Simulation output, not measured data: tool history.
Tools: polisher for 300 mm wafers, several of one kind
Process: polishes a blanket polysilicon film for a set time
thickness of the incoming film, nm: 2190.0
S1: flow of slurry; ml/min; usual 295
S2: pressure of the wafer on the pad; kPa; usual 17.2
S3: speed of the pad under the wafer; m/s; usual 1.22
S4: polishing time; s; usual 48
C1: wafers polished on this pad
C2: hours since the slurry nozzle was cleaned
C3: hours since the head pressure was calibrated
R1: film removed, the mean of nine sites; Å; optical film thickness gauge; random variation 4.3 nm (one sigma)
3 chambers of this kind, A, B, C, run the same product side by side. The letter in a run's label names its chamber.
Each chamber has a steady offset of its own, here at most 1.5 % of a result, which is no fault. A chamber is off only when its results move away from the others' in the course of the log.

| run | hour | S1 | S2 | S3 | S4 | C1 | C2 | C3 | R1 |
|---|---|---|---|---|---|---|---|---|---|
| 1B | 8.8 | 295 | 17.2 | 1.22 | 48 | 747 | 164.3 | 777.6 | 3953.9 |
| 2A | 18.4 | 295 | 17.2 | 1.22 | 48 | 1073 | 55.1 | 660.9 | 3911.4 |
|  | 18.8 | chamber A: worn pad replaced by a new one |
| 3C | 25.2 | 295 | 17.2 | 1.22 | 48 | 683 | 57.1 | 197.9 | 3943.5 |
| 4C | 30.2 | 295 | 17.2 | 1.22 | 48 | 746 | 62.1 | 202.9 | 3875.1 |
| 5B | 36.2 | 295 | 17.2 | 1.22 | 48 | 1097 | 191.7 | 805.0 | 3930.9 |
| 6A | 45.6 | 295 | 17.2 | 1.22 | 48 | 343 | 82.3 | 688.1 | 3873.9 |
| 7A | 50.7 | 295 | 17.2 | 1.22 | 48 | 408 | 87.4 | 693.2 | 3885.5 |
|  | 56.4 | chamber A: head pressure recalibrated |
| 8B | 57.9 | 195 | 11.7 | 1.22 | 48 | 1374 | 213.4 | 826.7 | 2598.8 |
| 9C | 62.5 | 195 | 11.7 | 1.22 | 48 | 1159 | 94.4 | 235.2 | 2597.4 |
|  | 69.4 | chamber C: worn pad replaced by a new one |
| 10A | 71.1 | 195 | 11.7 | 1.22 | 48 | 669 | 107.8 | 14.7 | 2521.6 |
| 11C | 78.9 | 295 | 17.2 | 1.22 | 48 | 122 | 110.8 | 251.6 | 3855.6 |
| 12B | 87.7 | 295 | 17.2 | 1.22 | 48 | 1755 | 243.2 | 856.5 | 3954.0 |
|  | 97.0 | chamber A: worn pad replaced by a new one |
| 13A | 97.1 | 295 | 17.2 | 1.22 | 48 | 2 | 133.8 | 40.7 | 3920.3 |
| 14C | 106.5 | 295 | 17.2 | 1.22 | 48 | 474 | 138.4 | 279.2 | 3990.5 |
| 15B | 113.2 | 295 | 17.2 | 1.22 | 48 | 2081 | 268.7 | 882.0 | 3946.8 |
| 16B | 120.0 | 295 | 17.2 | 1.22 | 48 | 2168 | 275.5 | 888.8 | 3857.1 |
| 17C | 129.2 | 295 | 17.2 | 1.22 | 48 | 764 | 161.1 | 301.9 | 3993.4 |
| 18A | 137.4 | 340 | 20.0 | 1.22 | 48 | 517 | 174.1 | 81.0 | 4504.1 |
| 19C | 143.9 | 340 | 20.0 | 1.22 | 48 | 952 | 175.8 | 316.6 | 4568.3 |
| 20A | 152.0 | 340 | 20.0 | 1.22 | 48 | 703 | 188.7 | 95.6 | 4483.2 |
| 21B | 158.2 | 295 | 17.2 | 1.22 | 48 | 2656 | 313.7 | 927.0 | 3912.2 |
|  | 166.7 | chamber C: worn pad replaced by a new one |
| 22A | 167.4 | 295 | 17.2 | 1.22 | 48 | 900 | 204.1 | 111.0 | 3864.0 |
| 23B | 177.1 | 295 | 17.2 | 1.22 | 48 | 2898 | 332.6 | 945.9 | 3862.3 |
|  | 185.9 | chamber A: worn pad replaced by a new one |
| 24C | 186.7 | 295 | 17.2 | 1.22 | 48 | 255 | 218.6 | 359.4 | 3926.4 |
| 25A | 191.6 | 295 | 17.2 | 1.22 | 48 | 73 | 228.3 | 135.2 | 3853.3 |
| 26B | 196.4 | 295 | 17.2 | 1.22 | 48 | 3144 | 351.9 | 965.2 | 3849.4 |
| 27C | 205.4 | 295 | 17.2 | 1.22 | 48 | 494 | 237.3 | 378.1 | 3874.9 |
| 28B | 215.1 | 330 | 17.2 | 1.22 | 37 | 3383 | 370.6 | 983.9 | 2972.4 |
| 29A | 223.9 | 330 | 17.2 | 1.22 | 37 | 485 | 260.6 | 167.5 | 3024.1 |
| 30C | 228.7 | 330 | 17.2 | 1.22 | 37 | 792 | 260.6 | 401.4 | 3089.3 |
| 31B | 234.0 | 295 | 17.2 | 1.22 | 48 | 3625 | 389.5 | 1002.8 | 3668.8 |
| 32C | 239.3 | 295 | 17.2 | 1.22 | 48 | 927 | 271.2 | 412.0 | 3906.8 |
|  | 243.3 | chamber C: worn pad replaced by a new one |
| 33A | 247.0 | 295 | 17.2 | 1.22 | 48 | 780 | 283.7 | 190.6 | 3869.7 |
| 34C | 251.4 | 295 | 17.2 | 1.22 | 48 | 104 | 283.3 | 424.1 | 3985.2 |
|  | 259.8 | chamber A: worn pad replaced by a new one |
| 35B | 260.9 | 295 | 17.2 | 1.22 | 48 | 3968 | 416.4 | 1029.7 | 3665.2 |
| 36A | 266.0 | 295 | 17.2 | 1.22 | 48 | 79 | 302.7 | 209.6 | 3817.2 |
| 37A | 272.4 | 295 | 17.2 | 1.22 | 48 | 161 | 309.1 | 216.0 | 3876.5 |
| 38C | 276.7 | 295 | 17.2 | 1.22 | 48 | 427 | 308.6 | 449.4 | 3945.5 |
| 39B | 282.5 | 295 | 17.2 | 1.22 | 48 | 4244 | 438.0 | 1051.3 | 3610.1 |
| 40C | 287.0 | 295 | 17.2 | 1.22 | 48 | 559 | 318.9 | 459.7 | 3898.4 |
| 41A | 296.4 | 295 | 17.2 | 1.22 | 48 | 468 | 333.1 | 240.0 | 3887.1 |
| 42B | 305.3 | 295 | 17.2 | 1.22 | 48 | 4536 | 460.8 | 1074.1 | 3598.3 |

What goes on in this fleet: one chamber off, a drifting gauge, or nothing beyond the chambers' own small offsets? Name the chamber and the cause, if any.

Chamber B drifts away from the others.
Cause: removal rate lost through wear of the pad, % = 9.31.
The log may not tell that from: head's pressure below its setpoint, %.

Here are 4 candidates for chamber B's next run, each the usual settings with a change, their results left as question marks. Which one brings its results back in line with what the others give on the usual settings?
In line means no further than this from the other chambers' mean on the usual settings: R1 150.0 Å
| 43B-1 | 312.2 | 295 | 16.5 | 1.16 | 45 |  |  |  | ? |
| 43B-2 | 312.2 | 295 | 18.6 | 1.22 | 48 |  |  |  | ? |
| 43B-3 | 312.2 | 295 | 16.5 | 1.18 | 47 |  |  |  | ? |
| 43B-4 | 312.2 | 295 | 18.6 | 1.32 | 48 |  |  |  | ? |

The other chambers' mean on the usual settings: R1 3900.0 Å
| run | R1 |
|---|---|
| 43B-1 | 3046.7 |
| 43B-2 | 3842.6 |
| 43B-3 | 3236.8 |
| 43B-4 | 4157.1 |
43B-2 brings the chamber back in line.

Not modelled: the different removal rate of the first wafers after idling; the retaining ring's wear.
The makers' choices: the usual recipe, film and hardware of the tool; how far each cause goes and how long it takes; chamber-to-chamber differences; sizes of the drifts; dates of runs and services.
